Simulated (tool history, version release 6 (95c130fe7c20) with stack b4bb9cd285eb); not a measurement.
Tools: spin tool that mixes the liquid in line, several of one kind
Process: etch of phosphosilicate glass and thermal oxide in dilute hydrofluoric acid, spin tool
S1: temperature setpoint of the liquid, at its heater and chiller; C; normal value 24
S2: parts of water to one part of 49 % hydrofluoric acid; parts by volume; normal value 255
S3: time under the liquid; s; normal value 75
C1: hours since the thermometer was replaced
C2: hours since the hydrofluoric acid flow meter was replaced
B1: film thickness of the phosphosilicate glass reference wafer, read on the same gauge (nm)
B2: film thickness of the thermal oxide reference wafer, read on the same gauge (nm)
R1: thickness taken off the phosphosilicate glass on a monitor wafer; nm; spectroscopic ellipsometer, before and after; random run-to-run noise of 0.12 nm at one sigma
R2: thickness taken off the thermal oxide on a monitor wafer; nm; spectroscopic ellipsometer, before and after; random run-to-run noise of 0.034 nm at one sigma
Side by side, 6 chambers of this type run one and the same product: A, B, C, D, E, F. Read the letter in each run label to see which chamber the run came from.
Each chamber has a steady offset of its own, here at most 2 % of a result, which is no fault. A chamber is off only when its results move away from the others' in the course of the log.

run   hour  S1   S2   S3      C1      C2      B1      B2      R1       R2
       8.5  -- chamber B: thermometer replaced
 1B   11.9  24  255   75     3.5   709.2  139.98  69.998  15.029   1.2388
 2C   23.7  24  255   75  1827.4   397.8  140.01   70.04   14.73   1.2083
 3E   36.7  24  255   75  2138.1   497.7  140.04  69.959  14.748   1.1969
 4F   49.8  24  255   75   518.3   387.1     140  70.034  14.827   1.1755
 5D   57.8  24  255   75    1512  1108.2  140.01  70.019  14.789   1.2039
      60.9  -- chamber F: hydrofluoric acid flow meter replaced
 6A   68.6  24  255   75   993.2  1124.8  139.97  69.968      15   1.1234
 7E   80.9  24  255   75  2182.3   541.9  140.01  69.973   14.55   1.1756
      85.8  -- chamber C: hydrofluoric acid flow meter replaced
 8B   93.7  24  340   75    85.3     791  140.03  70.008  10.366  0.78286
 9F  102.3  24  340   75   570.8    41.4  140.02  69.966  10.196  0.81733
10A    115  24  340   75  1039.6  1171.2  140.02  69.952  10.248  0.81983
11C  126.2  24  340   75  1929.9    40.4  140.03  69.985  10.248  0.81084
12D  134.6  24  340   75  1588.8    1185  140.01  70.016  10.252  0.81583
13F  146.4  24  340   75   614.9    85.5  140.06  70.023  10.176  0.76208
14B    153  24  255   75   144.6   850.3  140.03  70.023  14.957     1.22
     162.6  -- chamber D: hydrofluoric acid flow meter replaced
15C  164.2  24  255   50  1967.9    78.4  140.02  69.995  9.9185  0.76955
16E  170.1  24  255   50  2271.5   631.1  140.01  69.985  9.8462  0.81939
17A  179.5  24  255   50  1104.1  1235.7  140.04  69.985  9.9345  0.76893
18D  187.3  24  255   50  1641.5    24.8  139.99  70.001  9.8756  0.77774
     188.7  -- chamber E: thermometer replaced
19D  195.1  24  255   50  1649.3    32.6  139.97  69.982    9.86  0.77257
20B  207.7  24  255   50   199.3     905  140.01  70.013  9.9143  0.78564
21E  216.6  24  255   75    27.9   677.6  140.06  70.008  15.006   1.2293
22A  228.1  24  255   75  1152.7  1284.3  139.97  70.004  14.868   1.2432
23C  240.7  24  255   75  2044.4   154.9     140  70.027  14.967   1.2004
24F  250.8  24  255  110   719.3   189.9  140.03  69.997  22.064   1.7302
25C  258.5  24  255  110  2062.2   172.7  140.05  70.014  21.895    1.701
     266.9  -- chamber A: hydrofluoric acid flow meter replaced
26A    270  24  255  110  1194.6     3.1  140.02  70.008  22.237   1.7771
27E  276.6  24  255  110    87.9   737.6  139.96  70.025  21.878   1.8283
28D  285.7  24  255  110  1739.9   123.2  139.94  69.989   21.89   1.7066
29F  292.2  24  255  110   760.7   231.3  139.98  70.027  21.916   1.8348
30B  301.2  24  255   75   292.8   998.5  139.97  69.999   14.92   1.1884
31D  313.6  24  255   75  1767.8   151.1  140.02  70.019  14.723   1.1748
32C  324.9  24  255   75  2128.6   239.1  140.05  70.008  15.042   1.2182
33B  331.4  24  255   75     323  1028.7  140.04   70.03  14.883   1.1783
34E  342.1  24  255   75   153.4   803.1  140.01   69.99  14.735   1.2043
35A  354.7  24  255   75  1279.3    87.8  139.99  70.029  15.067    1.145
36F    363  24  255   75   831.5   302.1  140.03   69.98  14.951   1.1509
37E  371.7  24  315   50     183   832.7  140.03  70.005  7.4682  0.62051
38D  380.6  24  315   50  1834.8   218.1  139.96  70.027  7.4762  0.56165

Which is it: a chamber that has drifted or been left off by a service, a gauge drift common to all chambers, or only each chamber's usual small offset? If a chamber is off, name it and its likeliest cause.

No chamber stands off beyond its own small offset, and the gauge holds steady.
